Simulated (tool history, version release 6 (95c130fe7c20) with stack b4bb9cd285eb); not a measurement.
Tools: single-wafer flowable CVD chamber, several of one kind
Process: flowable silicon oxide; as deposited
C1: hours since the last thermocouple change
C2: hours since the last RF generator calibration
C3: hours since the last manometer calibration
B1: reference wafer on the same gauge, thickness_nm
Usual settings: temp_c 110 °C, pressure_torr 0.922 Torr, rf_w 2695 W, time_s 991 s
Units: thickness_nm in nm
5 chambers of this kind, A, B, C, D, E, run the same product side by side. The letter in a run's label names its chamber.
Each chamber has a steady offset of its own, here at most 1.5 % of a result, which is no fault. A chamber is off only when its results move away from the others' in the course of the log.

run 1E hour=5.5 | temp_c=110 pressure_torr=0.922 rf_w=2695 time_s=991 | C1=1387.6 C2=1558.1 C3=404.2 | B1=570.89 | thickness_nm=543.39
run 2A hour=13.5 | temp_c=110 pressure_torr=0.922 rf_w=2695 time_s=991 | C1=157.4 C2=503.5 C3=2444.7 | B1=570.16 | thickness_nm=542.23
run 3B hour=21.0 | temp_c=110 pressure_torr=0.922 rf_w=2695 time_s=991 | C1=1524.6 C2=344.6 C3=593.9 | B1=570.01 | thickness_nm=539.20
run 4D hour=29.7 | temp_c=110 pressure_torr=0.922 rf_w=2695 time_s=991 | C1=691.4 C2=1144.6 C3=47.7 | B1=570.57 | thickness_nm=542.24
run 5C hour=38.4 | temp_c=110 pressure_torr=0.922 rf_w=2695 time_s=991 | C1=1641.4 C2=373.7 C3=162.1 | B1=570.63 | thickness_nm=539.19
run 6E hour=43.9 | temp_c=110 pressure_torr=0.922 rf_w=2695 time_s=991 | C1=1426.0 C2=1596.5 C3=442.6 | B1=570.25 | thickness_nm=539.93
run 7C hour=49.2 | temp_c=110 pressure_torr=0.922 rf_w=2695 time_s=991 | C1=1652.2 C2=384.5 C3=172.9 | B1=570.47 | thickness_nm=537.11
run 8A hour=53.4 | temp_c=110 pressure_torr=0.922 rf_w=2695 time_s=836 | C1=197.3 C2=543.4 C3=2484.6 | B1=569.24 | thickness_nm=463.55
run 9D hour=57.7 | temp_c=110 pressure_torr=0.922 rf_w=2695 time_s=836 | C1=719.4 C2=1172.6 C3=75.7 | B1=570.13 | thickness_nm=456.74
run 10B hour=62.8 | temp_c=110 pressure_torr=0.922 rf_w=2695 time_s=836 | C1=1566.4 C2=386.4 C3=635.7 | B1=569.58 | thickness_nm=459.08
run 11A hour=70.7 | temp_c=110 pressure_torr=0.922 rf_w=2695 time_s=836 | C1=214.6 C2=560.7 C3=2501.9 | B1=570.30 | thickness_nm=465.65
run 12C hour=76.0 | temp_c=110 pressure_torr=0.922 rf_w=2695 time_s=836 | C1=1679.0 C2=411.3 C3=199.7 | B1=570.11 | thickness_nm=456.41
run 13D hour=81.6 | temp_c=110 pressure_torr=0.922 rf_w=2695 time_s=991 | C1=743.3 C2=1196.5 C3=99.6 | B1=570.10 | thickness_nm=542.99
run 14B hour=88.4 | temp_c=110 pressure_torr=0.922 rf_w=2695 time_s=991 | C1=1592.0 C2=412.0 C3=661.3 | B1=570.21 | thickness_nm=541.66
run 15E hour=96.5 | temp_c=110 pressure_torr=0.922 rf_w=2695 time_s=991 | C1=1478.6 C2=1649.1 C3=495.2 | B1=569.59 | thickness_nm=540.34
run 16C hour=105.0 | temp_c=110 pressure_torr=0.720 rf_w=2190 time_s=991 | C1=1708.0 C2=440.3 C3=228.7 | B1=570.27 | thickness_nm=382.62
run 17D hour=111.1 | temp_c=110 pressure_torr=0.720 rf_w=2190 time_s=991 | C1=772.8 C2=1226.0 C3=129.1 | B1=569.94 | thickness_nm=379.99
run 18E hour=119.8 | temp_c=110 pressure_torr=0.720 rf_w=2190 time_s=991 | C1=1501.9 C2=1672.4 C3=518.5 | B1=569.90 | thickness_nm=379.57
-- hour=120.3 chamber A: capacitance manometer re-zeroed and calibrated
run 19A hour=127.3 | temp_c=110 pressure_torr=0.720 rf_w=2190 time_s=991 | C1=271.2 C2=617.3 C3=7.1 | B1=570.21 | thickness_nm=417.06
run 20B hour=135.7 | temp_c=110 pressure_torr=0.720 rf_w=2190 time_s=991 | C1=1639.3 C2=459.3 C3=708.6 | B1=570.47 | thickness_nm=382.49
run 21B hour=142.6 | temp_c=110 pressure_torr=0.922 rf_w=2695 time_s=991 | C1=1646.2 C2=466.2 C3=715.5 | B1=569.95 | thickness_nm=541.55
run 22C hour=149.0 | temp_c=110 pressure_torr=0.922 rf_w=2695 time_s=991 | C1=1752.0 C2=484.3 C3=272.7 | B1=569.94 | thickness_nm=540.31
run 23E hour=155.1 | temp_c=110 pressure_torr=0.922 rf_w=2695 time_s=991 | C1=1537.2 C2=1707.7 C3=553.8 | B1=570.01 | thickness_nm=539.99
run 24D hour=163.3 | temp_c=110 pressure_torr=0.922 rf_w=2695 time_s=926 | C1=825.0 C2=1278.2 C3=181.3 | B1=570.39 | thickness_nm=505.39
run 25A hour=171.2 | temp_c=110 pressure_torr=0.922 rf_w=2695 time_s=926 | C1=315.1 C2=661.2 C3=51.0 | B1=570.66 | thickness_nm=548.72
run 26C hour=175.4 | temp_c=110 pressure_torr=0.922 rf_w=2695 time_s=926 | C1=1778.4 C2=510.7 C3=299.1 | B1=571.00 | thickness_nm=500.39
run 27D hour=180.9 | temp_c=110 pressure_torr=0.922 rf_w=2695 time_s=926 | C1=842.6 C2=1295.8 C3=198.9 | B1=569.57 | thickness_nm=503.68
run 28B hour=190.2 | temp_c=110 pressure_torr=0.922 rf_w=2695 time_s=926 | C1=1693.8 C2=513.8 C3=763.1 | B1=570.38 | thickness_nm=507.98
run 29E hour=195.8 | temp_c=110 pressure_torr=0.922 rf_w=2695 time_s=991 | C1=1577.9 C2=1748.4 C3=594.5 | B1=570.29 | thickness_nm=544.89
run 30A hour=201.2 | temp_c=110 pressure_torr=0.922 rf_w=2695 time_s=991 | C1=345.1 C2=691.2 C3=81.0 | B1=570.66 | thickness_nm=579.59
run 31E hour=205.7 | temp_c=110 pressure_torr=0.922 rf_w=2695 time_s=991 | C1=1587.8 C2=1758.3 C3=604.4 | B1=570.75 | thickness_nm=546.45
run 32A hour=212.3 | temp_c=110 pressure_torr=0.922 rf_w=2695 time_s=991 | C1=356.2 C2=702.3 C3=92.1 | B1=569.47 | thickness_nm=586.14
-- hour=213.3 chamber B: thermocouple changed; heater temperature recalibrated
run 33B hour=219.6 | temp_c=110 pressure_torr=0.922 rf_w=2695 time_s=991 | C1=6.3 C2=543.2 C3=792.5 | B1=570.49 | thickness_nm=539.79
run 34C hour=225.2 | temp_c=110 pressure_torr=0.922 rf_w=2695 time_s=991 | C1=1828.2 C2=560.5 C3=348.9 | B1=570.73 | thickness_nm=537.72
run 35D hour=232.9 | temp_c=110 pressure_torr=0.922 rf_w=2695 time_s=991 | C1=894.6 C2=1347.8 C3=250.9 | B1=569.53 | thickness_nm=539.86

All 5 chambers run these settings next. Forecast each chamber's results:
run 36A hour=239.8 | temp_c=110 pressure_torr=0.922 rf_w=2695 time_s=991 | thickness_nm=?
run 36B hour=239.8 | temp_c=110 pressure_torr=0.922 rf_w=2695 time_s=991 | thickness_nm=?
run 36C hour=239.8 | temp_c=110 pressure_torr=0.922 rf_w=2695 time_s=991 | thickness_nm=?
run 36D hour=239.8 | temp_c=110 pressure_torr=0.922 rf_w=2695 time_s=991 | thickness_nm=?
run 36E hour=239.8 | temp_c=110 pressure_torr=0.922 rf_w=2695 time_s=991 | thickness_nm=?

run=36A thickness_nm=578.74
run=36B thickness_nm=539.81
run=36C thickness_nm=538.91
run=36D thickness_nm=542.49
run=36E thickness_nm=537.35
